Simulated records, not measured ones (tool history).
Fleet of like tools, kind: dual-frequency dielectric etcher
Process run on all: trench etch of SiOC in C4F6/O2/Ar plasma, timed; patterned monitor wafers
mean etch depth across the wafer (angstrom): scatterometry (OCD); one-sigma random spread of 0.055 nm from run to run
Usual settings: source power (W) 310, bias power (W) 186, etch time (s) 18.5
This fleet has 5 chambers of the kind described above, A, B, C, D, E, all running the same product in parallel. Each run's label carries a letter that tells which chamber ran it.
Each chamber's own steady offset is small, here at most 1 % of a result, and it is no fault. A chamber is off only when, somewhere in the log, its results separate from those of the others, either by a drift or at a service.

run   hour  source power (W)  bias power (W)  etch time (s)  hours since the last wet clean  hours since the last source power generator calibration  hours since the last bias power generator calibration  read-back reference wafer on the same gauge, depth_nm  mean etch depth across the wafer (angstrom)
 1E   12.1               310             186           18.5                           241.6                                                   1933.1                                                  728.6                                                 39.682                                       351.25
 2B     26               310             186           18.5                           174.3                                                   3339.3                                                 1881.6                                                 39.683                                       353.91
 3A   37.2               310             186           18.5                           241.2                                                     58.7                                                 2668.3                                                 39.684                                       353.56
 4D   44.6               310             186           18.5                           458.6                                                     2159                                                 2400.5                                                 39.666                                       352.13
 5C   56.5               310             186           18.5                             161                                                    842.9                                                 2052.5                                                 39.661                                       350.87
 6B     65               310             186           18.5                           213.3                                                   3378.3                                                 1920.6                                                 39.666                                       353.97
 7D   75.9               310             186           18.5                           489.9                                                   2190.3                                                 2431.8                                                 39.661                                       353.56
 8A     86               310             186           18.5                             290                                                    107.5                                                 2717.1                                                 39.656                                       352.79
 9C     96               310             186           18.5                           200.5                                                    882.4                                                   2092                                                 39.639                                        351.2
10E  106.5               310             186           18.5                             336                                                   2027.5                                                    823                                                 39.629                                       350.63
11B  116.5               310             200           23.5                           264.8                                                   3429.8                                                 1972.1                                                  39.63                                       459.09
12C  122.9               310             200           23.5                           227.4                                                    909.3                                                 2118.9                                                 39.631                                       456.09
13A  135.2               310             200           23.5                           339.2                                                    156.7                                                 2766.3                                                 39.622                                       457.43
     139.3  -- chamber D: wet clean of the chamber
14D  144.9               310             200           23.5                             5.7                                                   2259.3                                                 2500.8                                                 39.611                                       459.43
15E  155.9               310             200           23.5                           385.4                                                   2076.9                                                  872.4                                                 39.616                                       454.81
16B  162.3               310             186           18.5                           310.6                                                   3475.6                                                 2017.9                                                 39.607                                       353.09
17D  171.2               310             186           18.5                              32                                                   2285.6                                                 2527.1                                                 39.613                                       352.88
18E  179.8               310             186           18.5                           409.3                                                   2100.8                                                  896.3                                                 39.581                                        349.6
19C  190.9               310             186           18.5                           295.4                                                    977.3                                                 2186.9                                                 39.574                                       350.61
20A    198               310             186           18.5                             402                                                    219.5                                                 2829.1                                                 39.601                                       350.68
21E  206.6               310             186           18.5                           436.1                                                   2127.6                                                  923.1                                                 39.574                                       349.35
22A  219.3               310             149             15                           423.3                                                    240.8                                                 2850.4                                                 39.552                                       264.92
23D  227.9               310             149             15                            88.7                                                   2342.3                                                 2583.8                                                 39.551                                        265.9
24C  241.1               310             149             15                           345.6                                                   1027.5                                                 2237.1                                                  39.58                                       265.48
     242.1  -- chamber B: wet clean of the chamber
25B  247.8               310             149             15                             5.8                                                   3561.1                                                 2103.4                                                 39.555                                       266.39
26B  257.4               310             149             15                            15.4                                                   3570.7                                                   2113                                                 39.534                                       266.31
27C  269.2               310             186           18.5                           373.7                                                   1055.6                                                 2265.2                                                  39.55                                       349.85
     280.6  -- chamber E: wet clean of the chamber
28D  282.6               310             186           18.5                           143.4                                                     2397                                                 2638.5                                                  39.54                                       352.04
29A  289.6               310             186           18.5                           493.6                                                    311.1                                                 2920.7                                                 39.536                                       350.54
30E  300.6               310             186           18.5                              20                                                   2221.6                                                 1017.1                                                 39.541                                       349.84
31B  314.4               310             186           18.5                            72.4                                                   3627.7                                                   2170                                                 39.515                                       353.34
32A  327.7               310             186           18.5                           531.7                                                    349.2                                                 2958.8                                                 39.501                                       350.97
33E  336.2               310             186           18.5                            55.6                                                   2257.2                                                 1052.7                                                 39.502                                       348.33
34C  343.9               310             186           18.5                           448.4                                                   1130.3                                                 2339.9                                                 39.507                                       350.45
35D  352.8               310             186           18.5                           213.6                                                   2467.2                                                 2708.7                                                  39.48                                       350.52
36D  361.6               310             186           18.5                           222.4                                                     2476                                                 2717.5                                                 39.474                                       352.25
37E  370.9               310             186           18.5                            90.3                                                   2291.9                                                 1087.4                                                 39.481                                       349.55
     373.8  -- chamber B: bias power generator calibrated
38C  382.2               310             186           18.5                           486.7                                                   1168.6                                                 2378.2                                                 39.459                                       350.17
39B    392               310             186           18.5                             150                                                   3705.3                                                   18.2                                                 39.454                                        352.7
40A    399               310             186           18.5                             603                                                    420.5                                                 3030.1                                                 39.475                                       349.74
41B  406.7               310             186           18.5                           164.7                                                     3720                                                   32.9                                                 39.465                                        353.1
42C  419.9               310             186           18.5                           524.4                                                   1206.3                                                 2415.9                                                  39.46                                       349.16

Does one chamber stand apart from the rest, does the shared gauge drift, or is all well apart from small per-chamber offsets? Give the chamber and the most likely cause, where there is one.

The gauge drifts, so all chambers seem to drift together. No chamber is off.
Likeliest cause: gauge reads low (%) = 0.636.
